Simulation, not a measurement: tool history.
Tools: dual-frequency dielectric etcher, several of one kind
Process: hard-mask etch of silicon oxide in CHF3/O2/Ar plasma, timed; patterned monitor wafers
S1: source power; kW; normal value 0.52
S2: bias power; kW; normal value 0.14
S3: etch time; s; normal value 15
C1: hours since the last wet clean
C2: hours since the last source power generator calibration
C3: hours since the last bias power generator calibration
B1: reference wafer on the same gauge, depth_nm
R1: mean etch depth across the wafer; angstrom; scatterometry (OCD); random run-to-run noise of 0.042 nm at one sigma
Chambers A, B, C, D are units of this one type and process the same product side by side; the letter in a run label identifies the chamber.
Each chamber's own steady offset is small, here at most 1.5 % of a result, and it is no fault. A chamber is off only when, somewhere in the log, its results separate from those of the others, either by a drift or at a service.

run	day	S1	S2	S3	C1	C2	C3	B1	R1
1D	0.158	0.52	0.14	15	269.3	332.7	1233.4	30.995	256.16
2A	0.354	0.52	0.14	15	319.3	468.6	1801.7	30.984	258.02
3C	0.583	0.52	0.14	15	296.5	2950.1	132.5	30.967	258.23
4B	0.712	0.52	0.14	15	476.4	1883.5	3938.4	30.975	259.11
5C	0.908	0.52	0.14	15	304.3	2957.9	140.3	30.959	258.6
6A	1.046	0.52	0.14	15	335.9	485.2	1818.3	30.949	257.58
7D	1.217	0.52	0.14	15	294.7	358.1	1258.8	30.934	255.6
8B	1.446	0.52	0.14	15	494	1901.1	3956	30.922	258.06
9D	1.646	0.52	0.14	15	305	368.4	1269.1	30.918	254.41
10A	1.758	0.43	0.14	15	353	502.3	1835.4	30.925	239.14
11C	1.975	0.43	0.14	15	329.9	2983.5	165.9	30.911	240.06
12B	2.175	0.43	0.14	15	511.5	1918.6	3973.5	30.894	239.34
13A	2.321	0.43	0.14	15	366.5	515.8	1848.9	30.891	239.23
14C	2.475	0.52	0.14	15	341.9	2995.5	177.9	30.887	257.11
15D	2.7	0.52	0.14	15	330.3	393.7	1294.4	30.881	254.18
16B	2.888	0.42	0.12	15	528.6	1935.7	3990.6	30.855	225.6
17C	3.088	0.42	0.12	15	356.6	3010.2	192.6	30.859	225.53
# day 3.162: chamber A: wet clean of the chamber
18B	3.338	0.42	0.12	15	539.4	1946.5	4001.4	30.853	225.24
19A	3.575	0.42	0.12	15	10	545.9	1879	30.835	225.64
# day 3.608: chamber D: wet clean of the chamber
20D	3.825	0.52	0.14	15	5.2	420.7	1321.4	30.837	254.37
21A	4.008	0.52	0.14	15	20.4	556.3	1889.4	30.825	257.04
22D	4.179	0.52	0.114	17	13.7	429.2	1329.9	30.807	269.32
23C	4.379	0.52	0.114	17	387.6	3041.2	223.6	30.811	273.27
24B	4.504	0.52	0.114	17	567.4	1974.5	4029.4	30.799	273.01

Next, every chamber runs the same settings. What will each give?
25A	4.683	0.52	0.14	15					?
25B	4.683	0.52	0.14	15					?
25C	4.683	0.52	0.14	15					?
25D	4.683	0.52	0.14	15					?

run	R1
25A	256.24
25B	256.48
25C	257.13
25D	253.12
